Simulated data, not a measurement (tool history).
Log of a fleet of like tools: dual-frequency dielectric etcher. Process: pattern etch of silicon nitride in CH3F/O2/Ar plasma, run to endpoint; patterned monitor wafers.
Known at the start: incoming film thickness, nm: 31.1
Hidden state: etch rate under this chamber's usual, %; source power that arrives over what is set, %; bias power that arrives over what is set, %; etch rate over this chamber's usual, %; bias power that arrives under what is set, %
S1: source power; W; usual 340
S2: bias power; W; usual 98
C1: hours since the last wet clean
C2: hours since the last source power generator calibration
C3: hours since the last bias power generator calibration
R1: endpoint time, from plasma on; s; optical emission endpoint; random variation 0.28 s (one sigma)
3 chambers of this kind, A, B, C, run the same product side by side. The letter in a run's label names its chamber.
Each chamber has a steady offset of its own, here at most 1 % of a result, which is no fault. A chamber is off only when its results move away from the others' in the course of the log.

run 1A hour=7.9 | S1=340 S2=98 | C1=189.8 C2=1307.6 C3=2477.1 | R1=42.587
run 2B hour=19.1 | S1=340 S2=98 | C1=428.3 C2=2713.1 C3=692 | R1=42.695
run 3C hour=30.1 | S1=340 S2=98 | C1=95.5 C2=559.2 C3=2003.2 | R1=42.373
run 4C hour=38.6 | S1=340 S2=98 | C1=104 C2=567.7 C3=2011.7 | R1=42.65
run 5B hour=47.8 | S1=340 S2=98 | C1=457 C2=2741.8 C3=720.7 | R1=42.811
run 6A hour=59.2 | S1=420 S2=112 | C1=241.1 C2=1358.9 C3=2528.4 | R1=37.533
run 7C hour=71.3 | S1=420 S2=112 | C1=136.7 C2=600.4 C3=2044.4 | R1=36.959
run 8B hour=77.7 | S1=420 S2=112 | C1=486.9 C2=2771.7 C3=750.6 | R1=37.281
run 9A hour=89.2 | S1=340 S2=98 | C1=271.1 C2=1388.9 C3=2558.4 | R1=42.683
run 10C hour=99.4 | S1=340 S2=98 | C1=164.8 C2=628.5 C3=2072.5 | R1=42.55
run 11A hour=111.7 | S1=340 S2=98 | C1=293.6 C2=1411.4 C3=2580.9 | R1=42.533
run 12B hour=118.9 | S1=340 S2=98 | C1=528.1 C2=2812.9 C3=791.8 | R1=42.788
run 13B hour=127.8 | S1=340 S2=98 | C1=537 C2=2821.8 C3=800.7 | R1=42.57
-- hour=140.2 chamber B: wet clean of the chamber
run 14C hour=140.5 | S1=370 S2=98 | C1=205.9 C2=669.6 C3=2113.6 | R1=41.315
run 15A hour=151.3 | S1=370 S2=98 | C1=333.2 C2=1451 C3=2620.5 | R1=41.583
run 16A hour=162.3 | S1=370 S2=98 | C1=344.2 C2=1462 C3=2631.5 | R1=41.715
run 17B hour=174.2 | S1=340 S2=98 | C1=34 C2=2868.2 C3=847.1 | R1=42.748
-- hour=175.7 chamber B: source power generator calibrated
run 18C hour=183.1 | S1=400 S2=83 | C1=248.5 C2=712.2 C3=2156.2 | R1=42.903
run 19A hour=191.9 | S1=400 S2=83 | C1=373.8 C2=1491.6 C3=2661.1 | R1=43.312
run 20C hour=204.9 | S1=400 S2=83 | C1=270.3 C2=734 C3=2178 | R1=42.615
run 21B hour=213.1 | S1=340 S2=98 | C1=72.9 C2=37.4 C3=886 | R1=43.114
run 22B hour=219.3 | S1=340 S2=98 | C1=79.1 C2=43.6 C3=892.2 | R1=41.989
run 23A hour=225.3 | S1=340 S2=98 | C1=407.2 C2=1525 C3=2694.5 | R1=43.743
run 24C hour=233.8 | S1=340 S2=83 | C1=299.2 C2=762.9 C3=2206.9 | R1=45.347
run 25B hour=243.1 | S1=340 S2=83 | C1=102.9 C2=67.4 C3=916 | R1=44.935
run 26A hour=249.1 | S1=340 S2=83 | C1=431 C2=1548.8 C3=2718.3 | R1=46.965
run 27C hour=259 | S1=340 S2=98 | C1=324.4 C2=788.1 C3=2232.1 | R1=42.293

Next, every chamber runs the same settings. What will each give?
run 28A hour=268.5 | S1=340 S2=98 | R1=?
run 28B hour=268.5 | S1=340 S2=98 | R1=?
run 28C hour=268.5 | S1=340 S2=98 | R1=?

run=28A R1=44.127
run=28B R1=43.409
run=28C R1=42.257

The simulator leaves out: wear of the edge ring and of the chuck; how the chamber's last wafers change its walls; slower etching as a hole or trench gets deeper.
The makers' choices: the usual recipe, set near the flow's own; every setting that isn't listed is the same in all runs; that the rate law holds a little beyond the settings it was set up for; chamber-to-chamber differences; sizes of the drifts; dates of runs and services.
